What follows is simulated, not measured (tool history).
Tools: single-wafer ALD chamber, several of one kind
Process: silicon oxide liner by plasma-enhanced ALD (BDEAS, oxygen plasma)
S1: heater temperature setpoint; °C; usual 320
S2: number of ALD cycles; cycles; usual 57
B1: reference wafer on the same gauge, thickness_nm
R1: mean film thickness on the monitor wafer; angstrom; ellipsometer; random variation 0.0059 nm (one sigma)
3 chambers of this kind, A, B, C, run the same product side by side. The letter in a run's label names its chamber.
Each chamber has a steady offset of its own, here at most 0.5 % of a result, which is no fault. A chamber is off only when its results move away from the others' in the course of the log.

{"run": "1B", "day": 0.425, "S1": 320, "S2": 57, "B1": 5.7592, "R1": 51.67}
{"run": "2A", "day": 0.7, "S1": 320, "S2": 57, "B1": 5.7567, "R1": 51.562}
{"run": "3C", "day": 0.938, "S1": 320, "S2": 57, "B1": 5.7568, "R1": 51.555}
{"run": "4B", "day": 1.396, "S1": 320, "S2": 57, "B1": 5.7578, "R1": 51.774}
{"run": "5A", "day": 1.633, "S1": 320, "S2": 57, "B1": 5.7566, "R1": 51.513}
{"run": "6C", "day": 2.146, "S1": 320, "S2": 57, "B1": 5.755, "R1": 51.643}
{"run": "7B", "day": 2.608, "S1": 320, "S2": 57, "B1": 5.7558, "R1": 51.572}
{"run": "8A", "day": 2.9, "S1": 320, "S2": 57, "B1": 5.7519, "R1": 51.425}
{"run": "9C", "day": 3.171, "S1": 320, "S2": 57, "B1": 5.7514, "R1": 51.665}
{"run": "10C", "day": 3.429, "S1": 312, "S2": 57, "B1": 5.7531, "R1": 52.305}
{"run": "11B", "day": 3.8, "S1": 312, "S2": 57, "B1": 5.7503, "R1": 52.228}
{"run": "12A", "day": 4.296, "S1": 312, "S2": 57, "B1": 5.7504, "R1": 52.023}
{"run": "13B", "day": 4.775, "S1": 320, "S2": 57, "B1": 5.751, "R1": 51.581}
{"run": "14A", "day": 5.021, "S1": 320, "S2": 57, "B1": 5.7491, "R1": 51.317}
{"run": "15C", "day": 5.358, "S1": 320, "S2": 57, "B1": 5.7467, "R1": 51.573}
{"run": "16B", "day": 5.675, "S1": 320, "S2": 57, "B1": 5.7466, "R1": 51.537}
{"run": "17A", "day": 5.921, "S1": 320, "S2": 57, "B1": 5.7459, "R1": 51.392}
{"run": "18C", "day": 6.242, "S1": 329, "S2": 52, "B1": 5.7473, "R1": 46.377}
{"run": "19C", "day": 6.746, "S1": 329, "S2": 52, "B1": 5.745, "R1": 46.461}
{"run": "20B", "day": 7.138, "S1": 329, "S2": 52, "B1": 5.7424, "R1": 46.266}
{"run": "21A", "day": 7.646, "S1": 320, "S2": 57, "B1": 5.7429, "R1": 51.318}
{"run": "22B", "day": 7.988, "S1": 320, "S2": 57, "B1": 5.7403, "R1": 51.512}
{"run": "23C", "day": 8.429, "S1": 320, "S2": 57, "B1": 5.7415, "R1": 51.445}
{"day": 8.817, "done": "chamber B: thermocouple changed; heater temperature recalibrated"}
{"run": "24A", "day": 8.829, "S1": 307, "S2": 49, "B1": 5.7398, "R1": 45.057}
{"run": "25A", "day": 9.292, "S1": 307, "S2": 49, "B1": 5.739, "R1": 44.938}
{"run": "26C", "day": 9.592, "S1": 307, "S2": 49, "B1": 5.7393, "R1": 45.161}
{"run": "27B", "day": 10.038, "S1": 320, "S2": 57, "B1": 5.7371, "R1": 51.383}
{"run": "28C", "day": 10.392, "S1": 320, "S2": 57, "B1": 5.7366, "R1": 51.498}
{"run": "29B", "day": 10.904, "S1": 320, "S2": 57, "B1": 5.7352, "R1": 51.373}
{"run": "30A", "day": 11.392, "S1": 311, "S2": 53, "B1": 5.7355, "R1": 48.273}
{"run": "31B", "day": 11.671, "S1": 311, "S2": 53, "B1": 5.7346, "R1": 48.458}

What goes on in this fleet: one chamber off, a drifting gauge, or nothing beyond the chambers' own small offsets? Name the chamber and the cause, if any.

The gauge drifts, so all chambers seem to drift together. No chamber is off.
Cause: gauge reads low (%) = 0.475.
